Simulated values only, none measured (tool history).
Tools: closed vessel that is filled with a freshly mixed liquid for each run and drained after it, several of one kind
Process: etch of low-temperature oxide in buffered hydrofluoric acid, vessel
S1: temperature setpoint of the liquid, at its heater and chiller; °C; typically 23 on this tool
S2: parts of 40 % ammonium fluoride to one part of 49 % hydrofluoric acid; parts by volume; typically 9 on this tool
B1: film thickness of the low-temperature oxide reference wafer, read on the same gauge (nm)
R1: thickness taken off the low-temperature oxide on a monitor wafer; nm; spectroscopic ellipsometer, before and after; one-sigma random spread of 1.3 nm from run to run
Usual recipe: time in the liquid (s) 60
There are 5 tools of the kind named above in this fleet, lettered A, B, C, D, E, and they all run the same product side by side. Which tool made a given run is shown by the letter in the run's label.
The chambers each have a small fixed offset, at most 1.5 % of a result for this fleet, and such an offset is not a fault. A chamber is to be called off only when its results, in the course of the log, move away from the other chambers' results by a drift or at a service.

{"run": "1E", "day": 0.154, "S1": 23, "S2": 9, "time in the liquid (s)": 60, "B1": 29.988, "R1": 258.74}
{"run": "2D", "day": 0.304, "S1": 23, "S2": 9, "time in the liquid (s)": 60, "B1": 30.008, "R1": 262.34}
{"run": "3C", "day": 0.412, "S1": 23, "S2": 9, "time in the liquid (s)": 60, "B1": 30.015, "R1": 260.77}
{"run": "4B", "day": 0.558, "S1": 23, "S2": 9, "time in the liquid (s)": 60, "B1": 30.036, "R1": 257.4}
{"run": "5A", "day": 0.704, "S1": 18.5, "S2": 12, "time in the liquid (s)": 60, "B1": 29.987, "R1": 158.23}
{"run": "6A", "day": 0.921, "S1": 18.5, "S2": 12, "time in the liquid (s)": 60, "B1": 30.017, "R1": 158.96}
{"run": "7B", "day": 1.067, "S1": 18.5, "S2": 12, "time in the liquid (s)": 60, "B1": 30.01, "R1": 156.15}
{"run": "8C", "day": 1.229, "S1": 18.5, "S2": 12, "time in the liquid (s)": 60, "B1": 29.975, "R1": 157.43}
{"run": "9D", "day": 1.388, "S1": 18.5, "S2": 12, "time in the liquid (s)": 60, "B1": 30.015, "R1": 158.83}
{"day": 1.438, "done": "chamber D: thermometer replaced"}
{"run": "10E", "day": 1.546, "S1": 23, "S2": 9, "time in the liquid (s)": 60, "B1": 30.008, "R1": 260.71}
{"run": "11B", "day": 1.671, "S1": 25, "S2": 9, "time in the liquid (s)": 60, "B1": 30.012, "R1": 289.86}
{"run": "12E", "day": 1.85, "S1": 25, "S2": 9, "time in the liquid (s)": 60, "B1": 29.983, "R1": 285.12}
{"run": "13A", "day": 1.967, "S1": 25, "S2": 9, "time in the liquid (s)": 60, "B1": 30.026, "R1": 288.56}
{"run": "14C", "day": 2.192, "S1": 25, "S2": 9, "time in the liquid (s)": 60, "B1": 29.994, "R1": 289.23}
{"run": "15D", "day": 2.392, "S1": 25, "S2": 9, "time in the liquid (s)": 60, "B1": 29.981, "R1": 291.22}
{"run": "16C", "day": 2.621, "S1": 23, "S2": 9, "time in the liquid (s)": 60, "B1": 29.986, "R1": 257.34}
{"run": "17A", "day": 2.796, "S1": 23, "S2": 9, "time in the liquid (s)": 60, "B1": 30.008, "R1": 261.45}
{"run": "18B", "day": 2.921, "S1": 23, "S2": 9, "time in the liquid (s)": 60, "B1": 30.015, "R1": 266.95}
{"run": "19E", "day": 3.05, "S1": 23, "S2": 9, "time in the liquid (s)": 60, "B1": 30.016, "R1": 259.09}
{"run": "20D", "day": 3.175, "S1": 23, "S2": 9, "time in the liquid (s)": 60, "B1": 30.011, "R1": 261.65}
{"run": "21C", "day": 3.362, "S1": 23, "S2": 9, "time in the liquid (s)": 60, "B1": 29.999, "R1": 261.05}
{"run": "22A", "day": 3.488, "S1": 23, "S2": 9, "time in the liquid (s)": 60, "B1": 29.992, "R1": 260.42}
{"run": "23E", "day": 3.604, "S1": 23, "S2": 9, "time in the liquid (s)": 60, "B1": 30.008, "R1": 261.01}
{"run": "24B", "day": 3.767, "S1": 23, "S2": 9, "time in the liquid (s)": 60, "B1": 30.013, "R1": 269.87}
{"run": "25D", "day": 3.938, "S1": 23, "S2": 9, "time in the liquid (s)": 60, "B1": 30.012, "R1": 262.71}
{"run": "26E", "day": 4.104, "S1": 23, "S2": 9, "time in the liquid (s)": 60, "B1": 29.996, "R1": 259.58}
{"run": "27D", "day": 4.208, "S1": 23, "S2": 9, "time in the liquid (s)": 60, "B1": 30.007, "R1": 263.44}
{"run": "28B", "day": 4.333, "S1": 23, "S2": 9, "time in the liquid (s)": 60, "B1": 30.024, "R1": 274.04}
{"run": "29A", "day": 4.492, "S1": 23, "S2": 9, "time in the liquid (s)": 60, "B1": 30.01, "R1": 259.3}
{"run": "30C", "day": 4.617, "S1": 23, "S2": 9, "time in the liquid (s)": 60, "B1": 29.999, "R1": 258.85}

Read the log: is a single chamber off, either drifting away or since a service, is the gauge that measures every chamber drifting, or is nothing wrong beyond small per-chamber offsets? Name any odd chamber and what most likely caused it.

Chamber B drifts away from the others.
Likeliest cause: liquid hotter than its thermometer reads (K) = 1.17.
The log might look much the same if the cause were instead: hydrofluoric acid flow above the setpoint (%).

Which of the 4 candidates below, each the usual settings with something changed and its results left as question marks, puts chamber B back in line with what the other chambers give on the usual settings?
To be in line, a result may differ from the other chambers' mean on the usual settings by at most: R1 4.6 nm
{"run": "31B-1", "day": 4.779, "S1": 22.5, "S2": 9, "time in the liquid (s)": 60, "R1": "?"}
{"run": "31B-2", "day": 4.779, "S1": 23.5, "S2": 9, "time in the liquid (s)": 60, "R1": "?"}
{"run": "31B-3", "day": 4.779, "S1": 24, "S2": 9, "time in the liquid (s)": 60, "R1": "?"}
{"run": "31B-4", "day": 4.779, "S1": 22, "S2": 9, "time in the liquid (s)": 60, "R1": "?"}

Other chambers, usual settings, mean: R1 260.65 nm
run=31B-1 R1=267.52
run=31B-2 R1=282.33
run=31B-3 R1=290.09
run=31B-4 R1=260.44
It is 31B-4 that realigns the chamber with its peers.
